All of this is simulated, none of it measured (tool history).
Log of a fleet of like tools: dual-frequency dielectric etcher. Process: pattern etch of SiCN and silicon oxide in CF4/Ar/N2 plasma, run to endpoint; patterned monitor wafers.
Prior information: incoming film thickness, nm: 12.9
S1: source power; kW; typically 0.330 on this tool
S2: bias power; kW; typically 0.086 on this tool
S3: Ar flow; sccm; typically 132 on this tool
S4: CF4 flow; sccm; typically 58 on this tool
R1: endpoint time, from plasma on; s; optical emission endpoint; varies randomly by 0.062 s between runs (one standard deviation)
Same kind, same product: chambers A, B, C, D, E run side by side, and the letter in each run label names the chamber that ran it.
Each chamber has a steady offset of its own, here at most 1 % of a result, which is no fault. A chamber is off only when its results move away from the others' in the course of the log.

run   hour     S1     S2   S3  S4      R1
 1D    9.2  0.330  0.086  132  58  20.040
 2A   15.2  0.330  0.086  132  58  19.737
 3B   28.3  0.330  0.086  132  58  19.673
 4C   41.1  0.330  0.086  132  58  19.716
 5E   50.3  0.330  0.086  132  71  19.339
 6A   56.7  0.330  0.086  132  71  19.175
 7E   63.5  0.330  0.086  132  71  19.339
      65.1  -- chamber A: source power generator calibrated
 8D   75.3  0.330  0.086  132  71  19.386
 9B   82.0  0.330  0.086  132  71  18.930
10C   93.8  0.330  0.086  132  58  19.743
11A  100.8  0.330  0.086  132  58  19.629
     111.6  -- chamber B: wet clean of the chamber
12C  113.0  0.370  0.086  132  58  17.821
13E  122.1  0.370  0.086  132  58  18.095
14D  128.8  0.370  0.086  132  58  17.992
15B  139.4  0.370  0.086  132  58  17.739
16D  149.4  0.370  0.086  132  58  18.041
17B  161.4  0.330  0.086  132  58  19.594
18E  167.3  0.330  0.086  132  58  19.810
19A  178.0  0.330  0.103  153  58  18.640
20C  190.5  0.330  0.103  153  58  18.788
21D  199.6  0.330  0.103  153  58  19.068
22B  206.2  0.330  0.103  153  58  18.598
23A  215.0  0.330  0.103  153  58  18.743
24E  222.2  0.330  0.086  132  58  19.931
25C  227.9  0.330  0.086  132  58  19.730
26D  238.6  0.330  0.086  132  58  20.010
27B  245.3  0.330  0.086  132  58  19.613
28A  253.5  0.330  0.086  132  58  19.592
29C  259.9  0.330  0.077  132  69  20.068
30E  268.2  0.330  0.077  132  69  20.238
31D  278.2  0.330  0.077  132  69  20.229
32B  287.6  0.330  0.077  132  69  19.838

The same settings go to every chamber for the next run, one line per chamber below. Forecast the results for each:
33A  297.1  0.330  0.086  132  58   ?
33B  297.1  0.330  0.086  132  58   ?
33C  297.1  0.330  0.086  132  58   ?
33D  297.1  0.330  0.086  132  58   ?
33E  297.1  0.330  0.086  132  58   ?

run      R1
33A  19.545
33B  19.549
33C  19.815
33D  19.930
33E  19.787

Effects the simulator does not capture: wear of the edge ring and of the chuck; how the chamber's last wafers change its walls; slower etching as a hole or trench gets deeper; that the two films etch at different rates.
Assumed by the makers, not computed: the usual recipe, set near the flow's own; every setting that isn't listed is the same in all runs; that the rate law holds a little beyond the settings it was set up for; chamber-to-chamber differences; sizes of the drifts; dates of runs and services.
